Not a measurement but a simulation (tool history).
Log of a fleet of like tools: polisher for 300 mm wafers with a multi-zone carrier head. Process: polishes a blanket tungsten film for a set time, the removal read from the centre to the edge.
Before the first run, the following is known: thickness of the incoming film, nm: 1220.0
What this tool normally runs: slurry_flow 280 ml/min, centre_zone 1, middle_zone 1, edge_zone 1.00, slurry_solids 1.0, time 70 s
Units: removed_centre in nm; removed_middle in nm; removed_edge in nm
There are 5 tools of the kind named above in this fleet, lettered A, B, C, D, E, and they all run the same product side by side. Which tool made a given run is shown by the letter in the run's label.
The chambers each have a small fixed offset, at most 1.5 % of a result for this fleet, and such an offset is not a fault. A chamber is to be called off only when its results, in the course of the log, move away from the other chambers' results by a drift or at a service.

run	day	slurry_flow	centre_zone	middle_zone	edge_zone	slurry_solids	time	removed_centre	removed_middle	removed_edge
# day 0.142: chamber B: worn pad replaced by a new one
# day 0.192: chamber A: edge zone pressure recalibrated
1A	0.242	280	1	1	1.00	1.0	70	332.29	331.13	334.57
2E	0.462	280	1	1	1.00	1.0	70	334.14	334.30	332.45
3D	0.700	280	1	1	1.00	1.0	70	333.88	332.61	332.41
4B	0.858	280	1	1	1.00	1.0	70	333.10	335.07	328.15
# day 0.971: chamber D: worn pad replaced by a new one
5C	0.983	280	1	1	0.93	1.2	70	347.09	341.57	329.60
# day 1.071: chamber A: worn pad replaced by a new one
# day 1.096: chamber E: worn pad replaced by a new one
# day 1.100: chamber C: centre zone pressure recalibrated
6A	1.208	280	1	1	0.93	1.2	70	345.85	344.53	339.20
7C	1.392	280	1	1	0.93	1.2	70	346.36	343.73	329.72
8B	1.575	280	1	1	0.93	1.2	70	348.07	349.16	331.77
9D	1.762	280	1	1	0.93	1.2	70	349.35	346.42	332.20
10E	1.996	280	1	1	1.00	1.0	70	329.87	336.21	332.06
11C	2.162	280	1	1	1.00	1.0	70	334.26	331.60	330.18
12B	2.371	280	1	1	1.00	1.0	70	330.35	330.81	328.97
# day 2.429: chamber B: slurry nozzle cleaned
13D	2.642	280	1	1	1.00	1.0	70	336.15	336.06	332.46
14A	2.879	280	1	1	1.00	1.0	61	289.71	289.96	292.62
15E	3.133	280	1	1	1.00	1.0	61	291.19	296.61	286.39
16E	3.350	280	1	1	1.00	1.0	61	292.01	290.20	288.61
# day 3.558: chamber D: edge zone pressure recalibrated
17D	3.617	280	1	1	1.00	1.0	61	289.71	290.58	285.87
# day 3.800: chamber D: centre zone pressure recalibrated
18B	3.833	280	1	1	1.00	1.0	61	290.59	284.27	286.93
# day 3.912: chamber C: worn pad replaced by a new one
19C	4.004	280	1	1	1.00	1.0	70	333.85	332.99	331.12
# day 4.192: chamber E: worn pad replaced by a new one
20A	4.271	280	1	1	1.00	1.0	70	333.76	331.59	335.72
21E	4.471	280	1	1	1.00	1.0	70	334.41	335.18	330.96
# day 4.562: chamber D: worn pad replaced by a new one
22B	4.638	280	1	1	1.00	1.0	70	329.99	329.37	328.98
# day 4.658: chamber A: worn pad replaced by a new one
# day 4.858: chamber B: worn pad replaced by a new one
23A	4.875	280	1	1	1.10	1.0	83	393.07	393.20	414.96
24D	5.038	280	1	1	1.10	1.0	83	438.53	395.89	410.50
25C	5.229	280	1	1	1.10	1.0	83	391.77	392.11	413.98
26C	5.454	280	1	1	1.10	1.0	83	392.15	391.09	408.35
27A	5.688	280	1	1	1.10	1.0	83	389.90	393.46	413.11
28E	5.912	280	1	1	1.00	1.0	70	330.29	336.44	329.87
29B	6.117	280	1	1	1.00	1.0	70	328.58	332.92	328.56
30D	6.321	280	1	1	1.00	1.0	70	368.75	330.56	335.61
31C	6.533	225	1	1	1.00	1.0	81	374.24	374.19	374.07

The same settings go to every chamber for the next run, one line per chamber below. Forecast the results for each:
32A	6.729	280	1	1	1.00	1.0	70	?	?	?
32B	6.729	280	1	1	1.00	1.0	70	?	?	?
32C	6.729	280	1	1	1.00	1.0	70	?	?	?
32D	6.729	280	1	1	1.00	1.0	70	?	?	?
32E	6.729	280	1	1	1.00	1.0	70	?	?	?

run	removed_centre	removed_middle	removed_edge
32A	331.55	330.28	331.83
32B	331.31	331.10	325.45
32C	330.19	331.15	325.59
32D	363.04	336.16	331.88
32E	333.22	333.27	329.72
